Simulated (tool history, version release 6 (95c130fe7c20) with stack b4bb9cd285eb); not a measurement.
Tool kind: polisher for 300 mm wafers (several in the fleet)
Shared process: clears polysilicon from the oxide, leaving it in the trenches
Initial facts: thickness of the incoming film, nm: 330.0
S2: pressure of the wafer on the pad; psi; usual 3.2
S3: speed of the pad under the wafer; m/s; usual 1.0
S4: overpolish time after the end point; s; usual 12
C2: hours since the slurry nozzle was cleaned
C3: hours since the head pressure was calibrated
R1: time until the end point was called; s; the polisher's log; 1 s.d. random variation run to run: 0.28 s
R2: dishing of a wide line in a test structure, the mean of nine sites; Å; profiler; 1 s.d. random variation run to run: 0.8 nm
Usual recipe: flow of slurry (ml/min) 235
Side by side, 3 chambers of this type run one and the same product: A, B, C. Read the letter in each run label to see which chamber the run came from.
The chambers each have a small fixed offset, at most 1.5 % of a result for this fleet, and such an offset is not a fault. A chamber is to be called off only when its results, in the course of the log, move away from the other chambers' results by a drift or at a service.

Run 1C, day 0.183: usual settings; wafers polished on this pad 360; C2 22.1; C3 549.2. Result: R1 19.755 s, R2 579.48 Å.
At day 0.246: chamber A: slurry nozzle cleaned.
Run 2A, day 0.304: usual settings; wafers polished on this pad 472; C2 1.5; C3 537.1. Result: R1 20.184 s, R2 581.09 Å.
Run 3B, day 0.488: usual settings; wafers polished on this pad 248; C2 38.2; C3 564.0. Result: R1 19.832 s, R2 586.11 Å.
Run 4C, day 0.612: usual settings; wafers polished on this pad 424; C2 32.4; C3 559.5. Result: R1 20.033 s, R2 574.92 Å.
Run 5A, day 0.783: usual settings but S3 1.3 m/s; wafers polished on this pad 543; C2 13.0; C3 548.6. Result: R1 15.620 s, R2 602.77 Å.
Run 6B, day 0.900: usual settings but S3 1.3 m/s; wafers polished on this pad 310; C2 48.1; C3 573.9. Result: R1 15.664 s, R2 600.09 Å.
Run 7A, day 1.104: usual settings but S3 1.3 m/s; wafers polished on this pad 591; C2 20.7; C3 556.3. Result: R1 15.152 s, R2 603.96 Å.
Run 8B, day 1.258: usual settings; wafers polished on this pad 363; C2 56.7; C3 582.5. Result: R1 19.577 s, R2 598.73 Å.
Run 9C, day 1.383: usual settings; wafers polished on this pad 539; C2 50.9; C3 578.0. Result: R1 20.276 s, R2 580.80 Å.
Run 10C, day 1.504: usual settings; wafers polished on this pad 557; C2 53.8; C3 580.9. Result: R1 20.195 s, R2 604.28 Å.
At day 1.538: chamber A: worn pad replaced by a new one.
Run 11A, day 1.646: usual settings; wafers polished on this pad 16; C2 33.7; C3 569.3. Result: R1 19.767 s, R2 577.38 Å.
Run 12B, day 1.854: usual settings; wafers polished on this pad 452; C2 71.0; C3 596.8. Result: R1 20.192 s, R2 598.26 Å.
Run 13A, day 1.983: usual settings; wafers polished on this pad 66; C2 41.8; C3 577.4. Result: R1 19.941 s, R2 566.39 Å.
Run 14B, day 2.079: usual settings; wafers polished on this pad 485; C2 76.4; C3 602.2. Result: R1 19.750 s, R2 589.39 Å.
At day 2.088: chamber C: head pressure recalibrated.
Run 15C, day 2.212: usual settings but S4 6 s; wafers polished on this pad 662; C2 70.8; C3 3.0. Result: R1 19.632 s, R2 485.75 Å.
Run 16A, day 2.392: usual settings but S4 6 s; wafers polished on this pad 127; C2 51.6; C3 587.2. Result: R1 20.346 s, R2 469.43 Å.
Run 17C, day 2.496: usual settings but S4 6 s; wafers polished on this pad 705; C2 77.6; C3 9.8. Result: R1 19.977 s, R2 488.43 Å.
At day 2.575: chamber C: worn pad replaced by a new one.
At day 2.633: chamber B: worn pad replaced by a new one.
Run 18B, day 2.700: usual settings; wafers polished on this pad 10; C2 91.3; C3 617.1. Result: R1 19.842 s, R2 584.03 Å.
Run 19B, day 2.871: usual settings; wafers polished on this pad 35; C2 95.4; C3 621.2. Result: R1 19.799 s, R2 586.19 Å.
Run 20C, day 3.050: usual settings; wafers polished on this pad 71; C2 90.9; C3 23.1. Result: R1 20.105 s, R2 592.75 Å.
Run 21A, day 3.217: usual settings; wafers polished on this pad 250; C2 71.4; C3 607.0. Result: R1 20.119 s, R2 586.17 Å.
Run 22C, day 3.404: usual settings; wafers polished on this pad 123; C2 99.4; C3 31.6. Result: R1 19.666 s, R2 595.89 Å.
Run 23B, day 3.604: usual settings; wafers polished on this pad 144; C2 113.0; C3 638.8. Result: R1 20.159 s, R2 591.74 Å.
Run 24A, day 3.729: usual settings but flow of slurry (ml/min) 310, S2 3.7 psi; wafers polished on this pad 326; C2 83.7; C3 619.3. Result: R1 16.971 s, R2 586.12 Å.
Run 25A, day 3.892: usual settings but flow of slurry (ml/min) 310, S2 3.7 psi; wafers polished on this pad 350; C2 87.6; C3 623.2. Result: R1 16.696 s, R2 599.57 Å.
Run 26B, day 4.050: usual settings but flow of slurry (ml/min) 310, S2 3.7 psi; wafers polished on this pad 211; C2 123.7; C3 649.5. Result: R1 16.903 s, R2 598.79 Å.
Run 27C, day 4.183: usual settings; wafers polished on this pad 239; C2 118.1; C3 50.3. Result: R1 19.782 s, R2 588.49 Å.
Run 28A, day 4.279: usual settings; wafers polished on this pad 408; C2 96.9; C3 632.5. Result: R1 20.018 s, R2 584.82 Å.
Run 29C, day 4.412: usual settings; wafers polished on this pad 273; C2 123.6; C3 55.8. Result: R1 20.328 s, R2 580.83 Å.
Run 30B, day 4.558: usual settings; wafers polished on this pad 286; C2 135.9; C3 661.7. Result: R1 20.213 s, R2 585.06 Å.
Run 31B, day 4.658: usual settings; wafers polished on this pad 301; C2 138.3; C3 664.1. Result: R1 20.307 s, R2 584.53 Å.
Run 32C, day 4.829: usual settings; wafers polished on this pad 335; C2 133.6; C3 65.8. Result: R1 20.109 s, R2 581.99 Å.
Run 33A, day 4.954: usual settings; wafers polished on this pad 508; C2 113.1; C3 648.7. Result: R1 19.807 s, R2 576.14 Å.
Run 34B, day 5.096: usual settings; wafers polished on this pad 367; C2 148.8; C3 674.6. Result: R1 19.817 s, R2 573.34 Å.
Run 35C, day 5.221: usual settings; wafers polished on this pad 394; C2 143.0; C3 75.2. Result: R1 19.326 s, R2 576.21 Å.
Run 36A, day 5.321: usual settings; wafers polished on this pad 563; C2 121.9; C3 657.5. Result: R1 20.057 s, R2 582.30 Å.
At day 5.421: chamber A: worn pad replaced by a new one.
Run 37B, day 5.454: usual settings; wafers polished on this pad 420; C2 157.4; C3 683.2. Result: R1 20.506 s, R2 601.65 Å.
Run 38C, day 5.625: usual settings; wafers polished on this pad 454; C2 152.7; C3 84.9. Result: R1 20.173 s, R2 590.13 Å.
Run 39A, day 5.754: usual settings; wafers polished on this pad 50; C2 132.3; C3 667.9. Result: R1 20.314 s, R2 598.08 Å.
Run 40B, day 5.867: usual settings but S4 8 s; wafers polished on this pad 481; C2 167.3; C3 693.1. Result: R1 19.548 s, R2 538.31 Å.

For the next run the whole fleet of 3 chambers uses the same settings. Give each chamber's results:
Run 41A, day 6.021: usual settings. Result: R1 ?, R2 ?.
Run 41B, day 6.021: usual settings. Result: R1 ?, R2 ?.
Run 41C, day 6.021: usual settings. Result: R1 ?, R2 ?.

run      R1      R2
41A  19.851  588.71
41B  20.155  583.61
41C  19.725  585.67

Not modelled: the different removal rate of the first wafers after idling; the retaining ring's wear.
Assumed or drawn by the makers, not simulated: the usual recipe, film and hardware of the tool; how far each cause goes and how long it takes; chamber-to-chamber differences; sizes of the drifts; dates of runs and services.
